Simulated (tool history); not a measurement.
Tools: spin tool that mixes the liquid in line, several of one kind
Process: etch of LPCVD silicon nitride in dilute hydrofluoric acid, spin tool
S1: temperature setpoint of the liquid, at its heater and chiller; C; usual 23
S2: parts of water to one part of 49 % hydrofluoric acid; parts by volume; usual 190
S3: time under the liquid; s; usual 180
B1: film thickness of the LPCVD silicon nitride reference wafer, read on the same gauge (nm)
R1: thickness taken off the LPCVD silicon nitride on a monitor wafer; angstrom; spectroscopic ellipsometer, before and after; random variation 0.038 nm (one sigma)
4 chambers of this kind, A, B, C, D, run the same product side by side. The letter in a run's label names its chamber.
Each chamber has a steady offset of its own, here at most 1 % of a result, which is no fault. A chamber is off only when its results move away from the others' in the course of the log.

run 1D day=0.208 | S1=23 S2=190 S3=180 | B1=30.005 | R1=4.3631
run 2C day=0.383 | S1=23 S2=190 S3=180 | B1=30.011 | R1=4.6961
run 3B day=0.671 | S1=23 S2=190 S3=180 | B1=29.985 | R1=3.9969
run 4A day=0.95 | S1=23 S2=190 S3=180 | B1=29.982 | R1=5.2457
run 5A day=1.175 | S1=23 S2=190 S3=180 | B1=30.015 | R1=5.1375
run 6C day=1.358 | S1=23 S2=190 S3=180 | B1=30.01 | R1=4.0677
run 7D day=1.588 | S1=23 S2=190 S3=180 | B1=30.015 | R1=4.6763
run 8B day=1.783 | S1=23 S2=190 S3=180 | B1=29.996 | R1=4.6263
run 9A day=2.017 | S1=23 S2=190 S3=180 | B1=30.015 | R1=4.5803
run 10B day=2.192 | S1=23 S2=190 S3=180 | B1=29.995 | R1=4.3112
run 11C day=2.383 | S1=23 S2=190 S3=180 | B1=30.006 | R1=4.745
run 12D day=2.546 | S1=23 S2=190 S3=180 | B1=29.99 | R1=4.3141
run 13D day=2.762 | S1=23 S2=190 S3=180 | B1=29.995 | R1=4.8116
run 14C day=3.021 | S1=23 S2=190 S3=180 | B1=29.991 | R1=4.418
run 15B day=3.308 | S1=20.5 S2=265 S3=180 | B1=30.009 | R1=2.7289
run 16A day=3.592 | S1=20.5 S2=265 S3=180 | B1=30.006 | R1=2.8343
run 17D day=3.812 | S1=20.5 S2=265 S3=180 | B1=29.993 | R1=2.7835
run 18A day=4.042 | S1=20.5 S2=265 S3=180 | B1=29.988 | R1=3.3468
run 19B day=4.254 | S1=23 S2=190 S3=180 | B1=29.995 | R1=4.2844
run 20C day=4.392 | S1=23 S2=190 S3=180 | B1=30.003 | R1=4.4488
run 21B day=4.638 | S1=18.5 S2=190 S3=180 | B1=30.001 | R1=3.3015
run 22A day=4.854 | S1=18.5 S2=190 S3=180 | B1=29.989 | R1=3.2234
run 23C day=5.067 | S1=18.5 S2=190 S3=180 | B1=29.991 | R1=3.0147
run 24D day=5.304 | S1=18.5 S2=190 S3=180 | B1=30.008 | R1=3.1448
run 25A day=5.508 | S1=23 S2=190 S3=180 | B1=29.997 | R1=3.9202
run 26D day=5.696 | S1=23 S2=190 S3=180 | B1=30.002 | R1=4.7707
run 27C day=5.858 | S1=23 S2=190 S3=180 | B1=29.997 | R1=4.6603
run 28B day=6.121 | S1=23 S2=135 S3=180 | B1=30.003 | R1=6.8763
run 29A day=6.375 | S1=23 S2=135 S3=180 | B1=30.011 | R1=6.6636
run 30D day=6.571 | S1=23 S2=135 S3=180 | B1=30.001 | R1=5.9751
run 31B day=6.867 | S1=23 S2=135 S3=180 | B1=29.997 | R1=6.3436
run 32C day=7.029 | S1=23 S2=190 S3=180 | B1=29.999 | R1=4.4731
run 33C day=7.192 | S1=23 S2=190 S3=180 | B1=29.98 | R1=5.0393
run 34A day=7.454 | S1=23 S2=190 S3=180 | B1=30.007 | R1=3.9008
run 35B day=7.717 | S1=23 S2=155 S3=180 | B1=30.004 | R1=5.4943
run 36D day=8.021 | S1=23 S2=155 S3=180 | B1=29.97 | R1=6.0792
run 37B day=8.325 | S1=23 S2=155 S3=180 | B1=29.993 | R1=6.1684
run 38D day=8.462 | S1=23 S2=155 S3=180 | B1=30.018 | R1=4.3328
run 39A day=8.629 | S1=23 S2=190 S3=180 | B1=29.988 | R1=4.2716
run 40C day=8.912 | S1=23 S2=190 S3=180 | B1=30.005 | R1=4.553
run 41D day=9.212 | S1=23 S2=190 S3=180 | B1=30.001 | R1=4.2643
run 42B day=9.417 | S1=23 S2=190 S3=180 | B1=30 | R1=3.8991
run 43A day=9.55 | S1=23 S2=190 S3=180 | B1=29.998 | R1=4.1483
run 44C day=9.792 | S1=23 S2=190 S3=180 | B1=29.985 | R1=3.9438

All 4 chambers run these settings next. Forecast each chamber's results:
run 45A day=10.017 | S1=26.5 S2=190 S3=180 | R1=?
run 45B day=10.017 | S1=26.5 S2=190 S3=180 | R1=?
run 45C day=10.017 | S1=26.5 S2=190 S3=180 | R1=?
run 45D day=10.017 | S1=26.5 S2=190 S3=180 | R1=?

run=45A R1=5.341
run=45B R1=5.1802
run=45C R1=5.8143
run=45D R1=5.0465

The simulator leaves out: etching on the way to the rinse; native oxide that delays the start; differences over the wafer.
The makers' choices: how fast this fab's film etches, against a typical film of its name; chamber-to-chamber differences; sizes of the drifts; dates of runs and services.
